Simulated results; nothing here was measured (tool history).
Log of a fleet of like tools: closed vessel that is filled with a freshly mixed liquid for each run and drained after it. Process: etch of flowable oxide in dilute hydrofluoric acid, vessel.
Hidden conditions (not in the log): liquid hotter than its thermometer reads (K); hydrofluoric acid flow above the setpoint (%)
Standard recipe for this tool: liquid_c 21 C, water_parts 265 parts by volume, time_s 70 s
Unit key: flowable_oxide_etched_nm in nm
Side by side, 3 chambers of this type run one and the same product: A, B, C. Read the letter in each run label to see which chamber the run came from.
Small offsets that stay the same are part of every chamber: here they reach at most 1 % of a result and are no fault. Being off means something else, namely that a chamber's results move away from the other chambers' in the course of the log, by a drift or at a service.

run  hour  liquid_c  water_parts  time_s  hours since the thermometer was replaced  hours since the hydrofluoric acid flow meter was replaced  read-back film thickness of the flowable oxide reference wafer, read on the same gauge (nm)  flowable_oxide_etched_nm
 1C     4        21          265      70                                      2264                                                      772.1                                                                                       39.996                    7.1996
 2A   7.1        21          265      70                                    1238.3                                                      184.4                                                                                       40.025                    7.2722
 3B  10.3        21          265      70                                     760.9                                                      205.5                                                                                       39.999                    7.2368
 4A  14.4        21          265      70                                    1245.6                                                      191.7                                                                                       39.987                    7.2486
 5B  17.6        18          265      70                                     768.2                                                      212.8                                                                                       40.025                    6.5267
 6C  21.1        18          265      70                                    2281.1                                                      789.2                                                                                       39.964                    6.4465
 7C  23.6        18          265      70                                    2283.6                                                      791.7                                                                                       40.024                    6.4121
 8B  25.7        21          265      70                                     776.3                                                      220.9                                                                                       39.977                     7.249
 9A  27.8        21          325     105                                      1259                                                      205.1                                                                                       39.977                    8.3891
10A    31        21          325     105                                    1262.2                                                      208.3                                                                                       39.996                    8.4131
11B  34.6        21          325     105                                     785.2                                                      229.8                                                                                       40.007                     8.414
12C  38.4        21          265      70                                    2298.4                                                      806.5                                                                                       39.977                    7.1639
13C  41.6        21          265      70                                    2301.6                                                      809.7                                                                                       39.979                    7.1798
14A  43.8        21          265      70                                      1275                                                      221.1                                                                                       39.974                    7.2653
15B  47.2        21          265      70                                     797.8                                                      242.4                                                                                       40.018                    7.4525
16C  49.7        21          265      70                                    2309.7                                                      817.8                                                                                       40.009                    7.1858
17B  53.7        21          265      70                                     804.3                                                      248.9                                                                                        40.05                     7.461
18A  55.7        21          265      70                                    1286.9                                                        233                                                                                       39.985                    7.2071
19A  58.3        21          265      70                                    1289.5                                                      235.6                                                                                       39.978                    7.2512
20B  60.1        21          265      70                                     810.7                                                      255.3                                                                                       39.932                    7.5311
21C  62.8        21          265      70                                    2322.8                                                      830.9                                                                                       40.001                    7.1372
22A  65.3        21          265      70                                    1296.5                                                      242.6                                                                                       40.016                     7.222
23B  69.1        21          265      70                                     819.7                                                      264.3                                                                                       40.046                     7.537
24C  73.2        21          265      70                                    2333.2                                                      841.3                                                                                       39.974                    7.1689
25A    76        21          265      70                                    1307.2                                                      253.3                                                                                       40.045                    7.2536
26C  79.4        21          265      70                                    2339.4                                                      847.5                                                                                       39.973                    7.1009
27B  82.7        21          265      70                                     833.3                                                      277.9                                                                                       40.046                    7.6655
28C  85.4        21          265      70                                    2345.4                                                      853.5                                                                                       40.008                    7.1664
29B  87.8        21          265      70                                     838.4                                                        283                                                                                        39.98                    7.6222
30A  90.5        21          265      70                                    1321.7                                                      267.8                                                                                        40.02                    7.1967

Does one chamber stand apart from the rest, does the shared gauge drift, or is all well apart from small per-chamber offsets? Give the chamber and the most likely cause, where there is one.

Little by little, chamber B moves away from the other chambers.
What lies behind it: hydrofluoric acid flow above the setpoint (%) = 4.82.
The log might look much the same if the cause were instead: liquid hotter than its thermometer reads (K).

Chamber B could run next with any of the 4 candidate recipes listed below; each alters the usual settings, and their results appear as question marks. Which one brings its results back in line with what the other chambers deliver on the usual settings?
Counts as in line when no further than this from what the other chambers average on the usual settings: flowable_oxide_etched_nm 0.18 nm
31B-1  93.6        19          265      70                                                                                                                                                                                                                           ?
31B-2  93.6        21          250      70                                                                                                                                                                                                                           ?
31B-3  93.6        21          235      70                                                                                                                                                                                                                           ?
31B-4  93.6        21          265      60                                                                                                                                                                                                                           ?

The mean the other chambers reach with the usual settings: flowable_oxide_etched_nm 7.2096 nm
  run  flowable_oxide_etched_nm
31B-1                    7.1723
31B-2                    8.3009
31B-3                    8.9435
31B-4                    6.6279
With 31B-1, the chamber falls back in line with the rest.
